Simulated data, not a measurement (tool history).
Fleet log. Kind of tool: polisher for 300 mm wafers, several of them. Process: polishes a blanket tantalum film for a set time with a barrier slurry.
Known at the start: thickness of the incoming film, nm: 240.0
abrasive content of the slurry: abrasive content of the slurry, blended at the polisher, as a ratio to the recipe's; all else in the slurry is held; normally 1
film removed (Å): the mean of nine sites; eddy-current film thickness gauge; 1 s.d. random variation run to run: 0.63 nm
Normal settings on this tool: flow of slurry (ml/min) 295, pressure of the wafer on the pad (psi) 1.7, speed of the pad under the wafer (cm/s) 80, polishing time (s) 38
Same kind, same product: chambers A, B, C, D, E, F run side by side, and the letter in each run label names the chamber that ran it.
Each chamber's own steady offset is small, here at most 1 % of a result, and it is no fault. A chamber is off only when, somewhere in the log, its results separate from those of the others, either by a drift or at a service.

| run | hour | flow of slurry (ml/min) | pressure of the wafer on the pad (psi) | speed of the pad under the wafer (cm/s) | abrasive content of the slurry | polishing time (s) | film removed (Å) |
|---|---|---|---|---|---|---|---|
|  | 0.7 | chamber A: worn pad replaced by a new one |
|  | 4.7 | chamber D: worn pad replaced by a new one |
| 1D | 7.5 | 295 | 1.7 | 80 | 1 | 38 | 432.12 |
|  | 14.3 | chamber F: slurry blender recalibrated |
|  | 14.9 | chamber E: worn pad replaced by a new one |
| 2E | 15 | 295 | 1.7 | 80 | 1 | 38 | 428.77 |
| 3F | 28.9 | 295 | 1.7 | 80 | 1 | 38 | 413.09 |
| 4C | 36.3 | 295 | 1.7 | 80 | 1 | 38 | 429.61 |
|  | 36.9 | chamber B: worn pad replaced by a new one |
|  | 46 | chamber C: worn pad replaced by a new one |
| 5B | 46.3 | 295 | 1.7 | 80 | 1 | 38 | 431.66 |
|  | 49.7 | chamber D: slurry nozzle cleaned |
| 6A | 59.4 | 295 | 1.7 | 80 | 1 | 38 | 416.7 |
|  | 66.9 | chamber A: slurry blender recalibrated |
| 7C | 67.2 | 295 | 1.7 | 68 | 1 | 38 | 363.44 |
|  | 68.4 | chamber C: slurry blender recalibrated |
|  | 79.7 | chamber A: worn pad replaced by a new one |
| 8D | 80.1 | 295 | 1.7 | 68 | 1 | 38 | 361.47 |
|  | 81.5 | chamber C: slurry nozzle cleaned |
| 9B | 94 | 295 | 1.7 | 68 | 1 | 38 | 365.56 |
|  | 98.6 | chamber E: worn pad replaced by a new one |
|  | 100.7 | chamber D: slurry blender recalibrated |
| 10E | 106.3 | 295 | 1.7 | 68 | 1 | 38 | 356.1 |
|  | 113.1 | chamber B: worn pad replaced by a new one |
| 11F | 113.1 | 295 | 1.7 | 68 | 1 | 38 | 358.42 |
|  | 116.8 | chamber D: worn pad replaced by a new one |
| 12A | 121.1 | 295 | 1.7 | 68 | 1 | 38 | 351.52 |
| 13D | 134.3 | 295 | 1.7 | 80 | 1 | 38 | 433.07 |
|  | 139.5 | chamber C: worn pad replaced by a new one |
| 14C | 148.5 | 295 | 1.7 | 80 | 1 | 38 | 434.85 |
| 15A | 157.7 | 295 | 1.7 | 80 | 1 | 38 | 422.01 |
|  | 162.1 | chamber A: worn pad replaced by a new one |
|  | 166.7 | chamber E: slurry nozzle cleaned |
| 16E | 167.9 | 295 | 1.7 | 80 | 1 | 38 | 432.76 |
| 17B | 174.5 | 295 | 1.7 | 80 | 1 | 38 | 424.41 |
| 18F | 182.7 | 295 | 1.7 | 80 | 0.75 | 38 | 385.83 |
|  | 184.8 | chamber F: slurry blender recalibrated |
|  | 188.9 | chamber E: worn pad replaced by a new one |
| 19E | 189.8 | 295 | 1.7 | 80 | 0.75 | 38 | 387.58 |
|  | 200.2 | chamber B: slurry blender recalibrated |
| 20D | 201.6 | 295 | 1.7 | 80 | 0.75 | 38 | 387.78 |
|  | 202.6 | chamber C: slurry blender recalibrated |
|  | 204.3 | chamber D: worn pad replaced by a new one |
|  | 206.9 | chamber B: worn pad replaced by a new one |
|  | 212.4 | chamber C: worn pad replaced by a new one |
| 21A | 215.9 | 295 | 1.7 | 80 | 0.75 | 38 | 386.99 |
| 22F | 226.3 | 295 | 1.7 | 80 | 0.75 | 38 | 379.23 |
|  | 227 | chamber A: slurry blender recalibrated |
| 23B | 233 | 295 | 1.7 | 80 | 0.75 | 38 | 393.7 |
|  | 234.9 | chamber B: slurry nozzle cleaned |
|  | 241.2 | chamber A: worn pad replaced by a new one |
| 24C | 246.1 | 295 | 1.7 | 80 | 1 | 38 | 436.78 |
| 25E | 252.6 | 295 | 1.7 | 80 | 1 | 38 | 424.7 |
|  | 263.3 | chamber E: worn pad replaced by a new one |
| 26A | 265.6 | 295 | 1.7 | 80 | 1 | 38 | 424.54 |
|  | 266 | chamber E: slurry blender recalibrated |
| 27D | 273.6 | 295 | 1.7 | 80 | 1 | 38 | 434.7 |
|  | 281.3 | chamber B: worn pad replaced by a new one |
| 28C | 285.2 | 295 | 1.7 | 80 | 1 | 38 | 418.41 |
| 29B | 292 | 295 | 1.7 | 80 | 1 | 38 | 435.51 |
| 30F | 303.1 | 295 | 1.7 | 80 | 1 | 38 | 410.34 |
|  | 303.9 | chamber D: worn pad replaced by a new one |
|  | 306.2 | chamber C: worn pad replaced by a new one |
| 31F | 316.8 | 295 | 1.7 | 80 | 1 | 38 | 390.37 |
| 32C | 331.1 | 295 | 1.7 | 80 | 1 | 38 | 438.18 |
|  | 332.8 | chamber A: worn pad replaced by a new one |
|  | 336.9 | chamber E: worn pad replaced by a new one |
| 33A | 342.9 | 295 | 1.7 | 92 | 1 | 45 | 585.46 |
|  | 346 | chamber F: slurry blender recalibrated |
|  | 352.5 | chamber C: slurry blender recalibrated |
| 34D | 355.1 | 295 | 1.7 | 92 | 1 | 45 | 577.81 |
|  | 363.4 | chamber B: worn pad replaced by a new one |
| 35B | 367.8 | 295 | 1.7 | 92 | 1 | 45 | 588.91 |
| 36E | 375.2 | 295 | 1.7 | 92 | 1 | 45 | 576.75 |
| 37F | 382 | 295 | 1.7 | 92 | 1 | 45 | 541.1 |
|  | 390.9 | chamber C: worn pad replaced by a new one |
|  | 391.1 | chamber A: slurry blender recalibrated |
| 38B | 391.8 | 295 | 1.7 | 92 | 1 | 45 | 586.45 |
|  | 392.2 | chamber D: worn pad replaced by a new one |
| 39D | 401.9 | 295 | 1.7 | 80 | 1 | 38 | 430.42 |
| 40A | 411.5 | 295 | 1.7 | 80 | 1 | 38 | 416.75 |
| 41C | 419.8 | 295 | 1.7 | 80 | 1 | 38 | 427.89 |

All chambers now run identical settings, listed one chamber a line with results as question marks. What results will each chamber show?
| 42A | 430.2 | 295 | 1.7 | 68 | 1 | 38 | ? |
| 42B | 430.2 | 295 | 1.7 | 68 | 1 | 38 | ? |
| 42C | 430.2 | 295 | 1.7 | 68 | 1 | 38 | ? |
| 42D | 430.2 | 295 | 1.7 | 68 | 1 | 38 | ? |
| 42E | 430.2 | 295 | 1.7 | 68 | 1 | 38 | ? |
| 42F | 430.2 | 295 | 1.7 | 68 | 1 | 38 | ? |

| run | film removed (Å) |
|---|---|
| 42A | 368.41 |
| 42B | 363.04 |
| 42C | 356.3 |
| 42D | 364.84 |
| 42E | 360.65 |
| 42F | 335.43 |

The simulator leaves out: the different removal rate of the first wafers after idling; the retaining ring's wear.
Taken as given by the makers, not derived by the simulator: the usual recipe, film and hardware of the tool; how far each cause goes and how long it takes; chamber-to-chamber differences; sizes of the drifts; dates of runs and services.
